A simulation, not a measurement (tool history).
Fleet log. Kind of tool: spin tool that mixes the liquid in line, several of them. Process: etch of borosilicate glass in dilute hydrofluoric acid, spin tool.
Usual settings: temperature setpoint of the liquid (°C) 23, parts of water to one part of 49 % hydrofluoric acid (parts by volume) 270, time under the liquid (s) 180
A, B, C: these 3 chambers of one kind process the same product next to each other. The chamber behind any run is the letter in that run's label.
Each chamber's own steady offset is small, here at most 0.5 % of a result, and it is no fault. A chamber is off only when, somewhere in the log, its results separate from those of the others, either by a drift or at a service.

run,hour,temperature setpoint of the liquid (°C),parts of water to one part of 49 % hydrofluoric acid (parts by volume),time under the liquid (s),hours since the thermometer was replaced,hours since the hydrofluoric acid flow meter was replaced,"read-back film thickness of the borosilicate glass reference wafer, read on the same gauge (nm)",thickness taken off the borosilicate glass on a monitor wafer (nm)
1A,14,23,270,180,1553.1,675.3,110.02,22.321
2B,24.1,23,270,180,1380.3,457.8,110.02,22.088
3C,30.5,23,270,180,685,2172.2,110,22.551
4B,37.9,23,270,180,1394.1,471.6,110,22.661
5A,49.9,23,270,180,1589,711.2,110.02,21.953
6C,63.3,23,270,180,717.8,2205,110,22.194
7B,75.5,23,270,180,1431.7,509.2,110.02,22.415
8C,85.6,23,270,180,740.1,2227.3,110.01,22.654
9A,92.2,23,270,180,1631.3,753.5,110.01,22.143
10C,106.7,23,270,180,761.2,2248.4,109.99,22.42
11A,120.4,23,140,135,1659.5,781.7,110.01,36.695
# hour 131.4: chamber C: hydrofluoric acid flow meter replaced
12B,133.7,23,140,135,1489.9,567.4,109.98,36.671
13C,147.1,23,140,135,801.6,15.8,109.97,37.709
14B,158.6,23,335,85,1514.8,592.3,109.99,7.9807
15A,172.7,23,335,85,1711.8,834,109.96,7.995
# hour 175.3: chamber A: thermometer replaced
16A,182.3,23,335,85,7,843.6,110.02,7.8348
17B,189,23,270,180,1545.2,622.7,109.99,22.121
18C,196.8,23,270,180,851.3,65.5,109.99,22.387
19B,204.1,23,270,180,1560.3,637.8,110.01,22.546
20A,212.6,23,270,180,37.3,873.9,109.99,22.494
21C,225.7,23,270,180,880.2,94.4,110.01,22.191
22A,234.2,23,270,180,58.9,895.5,109.99,22.752
23B,244,23,270,180,1600.2,677.7,110,22.157
24C,255.5,23,270,180,910,124.2,109.99,22.521
25B,267.2,23,270,180,1623.4,700.9,110,22.219
26A,275.2,23,270,180,99.9,936.5,110,23.104
27C,286.8,23,270,180,941.3,155.5,110,22.328
28C,296.2,23,270,180,950.7,164.9,110,21.829
29B,310.5,23,270,180,1666.7,744.2,110,22.235
30A,324.3,23,270,180,149,985.6,110,24.325
31A,336.8,23,270,180,161.5,998.1,110,23.993
32C,347.1,23,270,180,1001.6,215.8,109.99,22.872
33B,353.4,23,270,180,1709.6,787.1,110,22.046
# hour 358.6: chamber B: thermometer replaced
34B,367.3,26.5,270,80,8.7,801,110.01,11.407
35A,380.9,26.5,270,80,205.6,1042.2,110,12.53
36C,389.7,26.5,270,80,1044.2,258.4,109.99,11.259
37B,397.4,23,270,180,38.8,831.1,109.99,22.558
38A,404.7,23,270,180,229.4,1066,110,25.304
39C,414.6,23,270,180,1069.1,283.3,110,22.474

Which is it: a chamber that has drifted or been left off by a service, a gauge drift common to all chambers, or only each chamber's usual small offset? If a chamber is off, name it and its likeliest cause.

One chamber, A, drifts off from the rest bit by bit.
What lies behind it: hydrofluoric acid flow above the setpoint (%) = 11.3.

Here are 4 candidates for chamber A's next run, each the usual settings with a change, their results left as question marks. Which one brings its results back in line with what the others give on the usual settings?
In line here means within this much of the mean the other chambers give on the usual settings: thickness taken off the borosilicate glass on a monitor wafer (nm) 0.73
40A-1,425,23,250,200,,,,?
40A-2,425,23,245,180,,,,?
40A-3,425,23,290,160,,,,?
40A-4,425,22.5,270,160,,,,?

On the usual settings, the other chambers give on average: thickness taken off the borosilicate glass on a monitor wafer (nm) 22.359
run,thickness taken off the borosilicate glass on a monitor wafer (nm)
40A-1,31.129
40A-2,28.726
40A-3,20.676
40A-4,22.215
With 40A-4, the chamber falls back in line with the rest.
